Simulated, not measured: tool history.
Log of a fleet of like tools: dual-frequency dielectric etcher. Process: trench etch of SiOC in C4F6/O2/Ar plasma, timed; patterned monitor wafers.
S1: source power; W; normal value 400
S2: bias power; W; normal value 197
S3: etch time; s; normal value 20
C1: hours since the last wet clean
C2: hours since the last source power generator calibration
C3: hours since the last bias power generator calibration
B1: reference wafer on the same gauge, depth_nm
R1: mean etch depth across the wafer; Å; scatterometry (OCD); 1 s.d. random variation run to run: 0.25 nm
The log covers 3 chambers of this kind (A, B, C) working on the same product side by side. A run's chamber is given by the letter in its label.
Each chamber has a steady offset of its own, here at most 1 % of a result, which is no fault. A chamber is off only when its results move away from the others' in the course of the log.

{"run": "1A", "hour": 3.1, "S1": 400, "S2": 197, "S3": 20, "C1": 343.1, "C2": 246.4, "C3": 3005.2, "B1": 49.361, "R1": 423}
{"run": "2B", "hour": 5.7, "S1": 400, "S2": 197, "S3": 20, "C1": 207.5, "C2": 1639.4, "C3": 2116, "B1": 49.46, "R1": 433.92}
{"run": "3C", "hour": 9.5, "S1": 400, "S2": 197, "S3": 20, "C1": 237.6, "C2": 4154.9, "C3": 3696.2, "B1": 49.351, "R1": 428.29}
{"run": "4C", "hour": 11.6, "S1": 400, "S2": 197, "S3": 20, "C1": 239.7, "C2": 4157, "C3": 3698.3, "B1": 49.45, "R1": 424.57}
{"run": "5A", "hour": 14.2, "S1": 400, "S2": 197, "S3": 20, "C1": 354.2, "C2": 257.5, "C3": 3016.3, "B1": 49.376, "R1": 427.92}
{"run": "6B", "hour": 17.0, "S1": 330, "S2": 197, "S3": 22.5, "C1": 218.8, "C2": 1650.7, "C3": 2127.3, "B1": 49.521, "R1": 443.33}
{"run": "7A", "hour": 19.5, "S1": 330, "S2": 197, "S3": 22.5, "C1": 359.5, "C2": 262.8, "C3": 3021.6, "B1": 49.391, "R1": 440.99}
{"run": "8C", "hour": 22.5, "S1": 330, "S2": 197, "S3": 22.5, "C1": 250.6, "C2": 4167.9, "C3": 3709.2, "B1": 49.427, "R1": 446.46}
{"run": "9B", "hour": 25.9, "S1": 400, "S2": 197, "S3": 20, "C1": 227.7, "C2": 1659.6, "C3": 2136.2, "B1": 49.452, "R1": 431.39}
{"run": "10A", "hour": 29.4, "S1": 400, "S2": 197, "S3": 20, "C1": 369.4, "C2": 272.7, "C3": 3031.5, "B1": 49.419, "R1": 425.7}
{"run": "11C", "hour": 33.3, "S1": 400, "S2": 197, "S3": 20, "C1": 261.4, "C2": 4178.7, "C3": 3720, "B1": 49.422, "R1": 423.34}
{"run": "12B", "hour": 37.0, "S1": 400, "S2": 197, "S3": 20, "C1": 238.8, "C2": 1670.7, "C3": 2147.3, "B1": 49.406, "R1": 425.53}
{"run": "13A", "hour": 40.7, "S1": 400, "S2": 215, "S3": 14.5, "C1": 380.7, "C2": 284, "C3": 3042.8, "B1": 49.368, "R1": 317.33}
{"run": "14C", "hour": 44.5, "S1": 400, "S2": 215, "S3": 14.5, "C1": 272.6, "C2": 4189.9, "C3": 3731.2, "B1": 49.425, "R1": 319.89}
{"run": "15B", "hour": 47.0, "S1": 400, "S2": 215, "S3": 14.5, "C1": 248.8, "C2": 1680.7, "C3": 2157.3, "B1": 49.443, "R1": 319.5}
{"run": "16C", "hour": 50.7, "S1": 500, "S2": 170, "S3": 20, "C1": 278.8, "C2": 4196.1, "C3": 3737.4, "B1": 49.421, "R1": 445.94}
{"run": "17B", "hour": 53.8, "S1": 500, "S2": 170, "S3": 20, "C1": 255.6, "C2": 1687.5, "C3": 2164.1, "B1": 49.407, "R1": 439.56}
{"run": "18A", "hour": 57.5, "S1": 500, "S2": 170, "S3": 20, "C1": 397.5, "C2": 300.8, "C3": 3059.6, "B1": 49.419, "R1": 442.27}
{"run": "19A", "hour": 61.3, "S1": 400, "S2": 197, "S3": 20, "C1": 401.3, "C2": 304.6, "C3": 3063.4, "B1": 49.344, "R1": 424.96}
{"run": "20B", "hour": 64.6, "S1": 400, "S2": 197, "S3": 20, "C1": 266.4, "C2": 1698.3, "C3": 2174.9, "B1": 49.396, "R1": 424.18}
{"run": "21C", "hour": 67.7, "S1": 400, "S2": 197, "S3": 20, "C1": 295.8, "C2": 4213.1, "C3": 3754.4, "B1": 49.42, "R1": 424.27}
{"run": "22C", "hour": 71.3, "S1": 400, "S2": 224, "S3": 20, "C1": 299.4, "C2": 4216.7, "C3": 3758, "B1": 49.456, "R1": 445.23}

Next, all 3 chambers run the settings below, one line each with question marks for the results. What does each chamber give?
{"run": "23A", "hour": 74.4, "S1": 400, "S2": 197, "S3": 20, "R1": "?"}
{"run": "23B", "hour": 74.4, "S1": 400, "S2": 197, "S3": 20, "R1": "?"}
{"run": "23C", "hour": 74.4, "S1": 400, "S2": 197, "S3": 20, "R1": "?"}

run=23A R1=424.68
run=23B R1=429.68
run=23C R1=425.07

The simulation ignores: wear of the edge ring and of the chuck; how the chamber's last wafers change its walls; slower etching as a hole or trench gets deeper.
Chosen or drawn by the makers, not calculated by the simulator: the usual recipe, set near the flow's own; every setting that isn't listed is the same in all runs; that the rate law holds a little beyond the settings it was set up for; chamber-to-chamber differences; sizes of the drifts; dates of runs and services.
